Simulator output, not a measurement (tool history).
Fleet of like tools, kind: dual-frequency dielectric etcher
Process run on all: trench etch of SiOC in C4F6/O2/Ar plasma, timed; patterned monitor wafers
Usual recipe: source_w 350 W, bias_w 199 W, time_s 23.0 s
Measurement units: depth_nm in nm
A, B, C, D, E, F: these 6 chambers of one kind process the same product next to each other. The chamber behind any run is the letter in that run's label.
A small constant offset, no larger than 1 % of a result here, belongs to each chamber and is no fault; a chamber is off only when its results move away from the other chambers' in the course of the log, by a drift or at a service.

| run | day | source_w | bias_w | time_s | hours since the last wet clean | hours since the last source power generator calibration | hours since the last bias power generator calibration | read-back reference wafer on the same gauge, depth_nm | depth_nm |
|---|---|---|---|---|---|---|---|---|---|
| 1F | 0.388 | 350 | 199 | 23.0 | 61.9 | 150.0 | 2116.3 | 43.012 | 46.785 |
| 2D | 0.704 | 350 | 199 | 23.0 | 206.0 | 1408.5 | 2196.4 | 43.008 | 47.116 |
| 3C | 1.000 | 350 | 199 | 23.0 | 148.5 | 648.7 | 755.6 | 43.022 | 46.966 |
| 4E | 1.412 | 350 | 199 | 23.0 | 51.0 | 5161.0 | 2255.0 | 43.012 | 46.610 |
| 5B | 1.754 | 350 | 199 | 23.0 | 142.0 | 1120.3 | 1542.5 | 43.027 | 46.814 |
|  | 2.042 | chamber F: bias power generator calibrated |
| 6A | 2.088 | 350 | 199 | 23.0 | 239.3 | 1240.6 | 3407.7 | 43.028 | 46.811 |
|  | 2.112 | chamber E: source power generator calibrated |
| 7B | 2.475 | 350 | 199 | 23.0 | 159.3 | 1137.6 | 1559.8 | 43.037 | 47.003 |
| 8D | 2.662 | 350 | 199 | 23.0 | 253.0 | 1455.5 | 2243.4 | 43.043 | 47.310 |
| 9C | 2.850 | 350 | 199 | 23.0 | 192.9 | 693.1 | 800.0 | 43.052 | 47.086 |
| 10F | 3.158 | 350 | 199 | 23.0 | 128.4 | 216.5 | 26.8 | 43.055 | 46.909 |
| 11E | 3.575 | 350 | 199 | 23.0 | 102.9 | 35.1 | 2306.9 | 43.065 | 46.756 |
| 12A | 3.925 | 350 | 199 | 23.0 | 283.4 | 1284.7 | 3451.8 | 43.074 | 46.833 |
| 13B | 4.271 | 350 | 199 | 23.0 | 202.4 | 1180.7 | 1602.9 | 43.069 | 47.017 |
| 14F | 4.479 | 350 | 199 | 23.0 | 160.1 | 248.2 | 58.5 | 43.079 | 47.029 |
| 15E | 4.683 | 350 | 199 | 23.0 | 129.5 | 61.7 | 2333.5 | 43.093 | 46.747 |
| 16C | 4.917 | 350 | 199 | 23.0 | 242.5 | 742.7 | 849.6 | 43.092 | 47.218 |
| 17D | 5.258 | 350 | 199 | 23.0 | 315.3 | 1517.8 | 2305.7 | 43.101 | 47.297 |
| 18A | 5.596 | 350 | 199 | 23.0 | 323.5 | 1324.8 | 3491.9 | 43.112 | 46.933 |
| 19C | 5.921 | 350 | 199 | 23.0 | 266.6 | 766.8 | 873.7 | 43.108 | 47.142 |
| 20B | 6.233 | 350 | 199 | 23.0 | 249.5 | 1227.8 | 1650.0 | 43.108 | 47.072 |
| 21A | 6.504 | 350 | 199 | 23.0 | 345.3 | 1346.6 | 3513.7 | 43.114 | 46.818 |
| 22D | 6.750 | 350 | 199 | 25.5 | 351.1 | 1553.6 | 2341.5 | 43.119 | 52.455 |
| 23E | 7.146 | 350 | 199 | 25.5 | 188.6 | 120.8 | 2392.6 | 43.116 | 51.806 |
| 24F | 7.471 | 350 | 199 | 25.5 | 231.9 | 320.0 | 130.3 | 43.136 | 52.173 |
| 25A | 7.808 | 350 | 199 | 25.5 | 376.6 | 1377.9 | 3545.0 | 43.132 | 51.937 |
| 26D | 8.158 | 350 | 199 | 25.5 | 384.9 | 1587.4 | 2375.3 | 43.142 | 52.411 |
| 27B | 8.504 | 350 | 199 | 25.5 | 304.0 | 1282.3 | 1704.5 | 43.134 | 52.172 |
| 28C | 8.796 | 350 | 199 | 23.0 | 335.6 | 835.8 | 942.7 | 43.145 | 47.220 |
| 29E | 9.188 | 350 | 199 | 23.0 | 237.6 | 169.8 | 2441.6 | 43.163 | 46.720 |
| 30F | 9.583 | 350 | 199 | 23.0 | 282.6 | 370.7 | 181.0 | 43.170 | 47.078 |
| 31A | 9.921 | 350 | 199 | 23.0 | 427.3 | 1428.6 | 3595.7 | 43.175 | 46.876 |
| 32D | 10.104 | 350 | 199 | 23.0 | 431.6 | 1634.1 | 2422.0 | 43.165 | 47.247 |
| 33C | 10.325 | 350 | 199 | 23.0 | 372.3 | 872.5 | 979.4 | 43.179 | 47.227 |
| 34B | 10.675 | 350 | 199 | 23.0 | 356.1 | 1334.4 | 1756.6 | 43.187 | 47.093 |
| 35F | 10.867 | 350 | 199 | 23.0 | 313.4 | 401.5 | 211.8 | 43.196 | 47.082 |
| 36E | 11.267 | 430 | 199 | 23.0 | 287.5 | 219.7 | 2491.5 | 43.204 | 50.661 |
| 37A | 11.542 | 430 | 199 | 23.0 | 466.2 | 1467.5 | 3634.6 | 43.203 | 50.861 |
| 38B | 11.912 | 430 | 199 | 23.0 | 385.8 | 1364.1 | 1786.3 | 43.223 | 51.161 |
|  | 12.067 | chamber F: wet clean of the chamber |
| 39D | 12.225 | 430 | 199 | 23.0 | 482.5 | 1685.0 | 2472.9 | 43.202 | 51.277 |
| 40C | 12.633 | 430 | 199 | 23.0 | 427.7 | 927.9 | 1034.8 | 43.229 | 51.200 |
| 41F | 12.904 | 430 | 199 | 23.0 | 20.1 | 450.4 | 260.7 | 43.223 | 51.081 |
| 42E | 13.321 | 350 | 199 | 23.0 | 336.8 | 269.0 | 2540.8 | 43.228 | 46.960 |

Which is it: a chamber that has drifted or been left off by a service, a gauge drift common to all chambers, or only each chamber's usual small offset? If a chamber is off, name it and its likeliest cause.

It is the gauge, not a chamber: its drift shows up in every chamber's results at once, and no chamber is off.
Cause: gauge reads high (%) = 0.552.
